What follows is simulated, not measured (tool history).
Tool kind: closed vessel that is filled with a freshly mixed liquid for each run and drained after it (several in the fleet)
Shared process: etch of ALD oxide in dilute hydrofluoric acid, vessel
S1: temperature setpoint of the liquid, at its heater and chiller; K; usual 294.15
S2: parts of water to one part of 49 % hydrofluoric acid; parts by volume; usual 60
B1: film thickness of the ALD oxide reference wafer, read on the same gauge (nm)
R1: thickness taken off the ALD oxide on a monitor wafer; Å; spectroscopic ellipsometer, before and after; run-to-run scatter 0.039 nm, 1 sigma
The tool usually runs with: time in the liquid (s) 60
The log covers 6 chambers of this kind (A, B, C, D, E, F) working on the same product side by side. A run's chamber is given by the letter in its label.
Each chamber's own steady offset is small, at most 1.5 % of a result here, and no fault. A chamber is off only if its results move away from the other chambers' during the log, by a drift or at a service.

Run 1A, hour 7.5: usual settings; B1 49.995. Result: R1 96.307 Å.
Run 2C, hour 12.3: usual settings; B1 50.012. Result: R1 95.061 Å.
Run 3B, hour 22.8: usual settings; B1 50.012. Result: R1 95.377 Å.
Run 4E, hour 29.5: usual settings; B1 49.988. Result: R1 96.654 Å.
Run 5D, hour 35.3: usual settings; B1 49.996. Result: R1 95.223 Å.
Run 6F, hour 45.4: usual settings; B1 50.011. Result: R1 95.802 Å.
Run 7D, hour 51.8: usual settings; B1 50.006. Result: R1 95.810 Å.
Run 8F, hour 56.4: usual settings; B1 49.984. Result: R1 95.521 Å.
Run 9B, hour 63.4: usual settings; B1 50.005. Result: R1 95.647 Å.
Run 10A, hour 70.8: usual settings; B1 50.009. Result: R1 96.126 Å.
Run 11E, hour 80.9: usual settings; B1 50.002. Result: R1 96.438 Å.
Run 12C, hour 91.4: usual settings; B1 49.997. Result: R1 94.755 Å.
Run 13D, hour 100.0: usual settings; B1 49.994. Result: R1 96.451 Å.
Run 14F, hour 109.3: usual settings; B1 50.005. Result: R1 95.944 Å.
Run 15A, hour 117.8: usual settings; B1 49.995. Result: R1 95.143 Å.
Run 16C, hour 124.8: usual settings; B1 49.979. Result: R1 95.149 Å.
Run 17B, hour 129.6: usual settings; B1 50.006. Result: R1 94.469 Å.
Run 18E, hour 139.2: usual settings; B1 49.995. Result: R1 96.230 Å.
Run 19E, hour 146.6: usual settings; B1 50.002. Result: R1 95.553 Å.
Run 20C, hour 155.1: usual settings but S2 90 parts by volume; B1 49.997. Result: R1 61.001 Å.
Run 21D, hour 164.6: usual settings but S2 90 parts by volume; B1 49.997. Result: R1 61.307 Å.
Run 22B, hour 170.5: usual settings but S2 90 parts by volume; B1 50.017. Result: R1 60.213 Å.
Run 23F, hour 179.7: usual settings but S2 90 parts by volume; B1 49.995. Result: R1 61.085 Å.
Run 24A, hour 188.2: usual settings but S2 90 parts by volume; B1 50.012. Result: R1 62.291 Å.
Run 25F, hour 193.2: usual settings but S2 90 parts by volume; B1 50.015. Result: R1 61.968 Å.
Run 26D, hour 203.7: usual settings but S1 299.15 K, time in the liquid (s) 40; B1 50.016. Result: R1 79.169 Å.
Run 27C, hour 212.5: usual settings but S1 299.15 K, time in the liquid (s) 40; B1 49.979. Result: R1 77.426 Å.
Run 28A, hour 218.3: usual settings but S1 299.15 K, time in the liquid (s) 40; B1 49.988. Result: R1 78.457 Å.
Run 29B, hour 228.8: usual settings but S1 299.15 K, time in the liquid (s) 40; B1 50.014. Result: R1 74.779 Å.
Run 30E, hour 236.9: usual settings but S1 299.15 K, time in the liquid (s) 40; B1 50.016. Result: R1 78.359 Å.
Run 31B, hour 242.3: usual settings but S1 299.15 K, time in the liquid (s) 40; B1 50.007. Result: R1 74.523 Å.
Run 32A, hour 247.2: usual settings; B1 50.014. Result: R1 96.272 Å.
Run 33C, hour 257.5: usual settings; B1 50.004. Result: R1 94.699 Å.
Run 34F, hour 265.8: usual settings; B1 49.990. Result: R1 95.736 Å.
Run 35D, hour 272.1: usual settings; B1 50.013. Result: R1 95.829 Å.
Run 36E, hour 280.2: usual settings; B1 49.997. Result: R1 95.864 Å.
Run 37B, hour 288.9: usual settings; B1 50.023. Result: R1 89.923 Å.

All chambers now run identical settings, listed one chamber a line with results as question marks. What results will each chamber show?
Run 38A, hour 296.5: usual settings. Result: R1 ?.
Run 38B, hour 296.5: usual settings. Result: R1 ?.
Run 38C, hour 296.5: usual settings. Result: R1 ?.
Run 38D, hour 296.5: usual settings. Result: R1 ?.
Run 38E, hour 296.5: usual settings. Result: R1 ?.
Run 38F, hour 296.5: usual settings. Result: R1 ?.

run      R1
38A  96.995
38B  90.263
38C  94.938
38D  96.319
38E  96.174
38F  95.351

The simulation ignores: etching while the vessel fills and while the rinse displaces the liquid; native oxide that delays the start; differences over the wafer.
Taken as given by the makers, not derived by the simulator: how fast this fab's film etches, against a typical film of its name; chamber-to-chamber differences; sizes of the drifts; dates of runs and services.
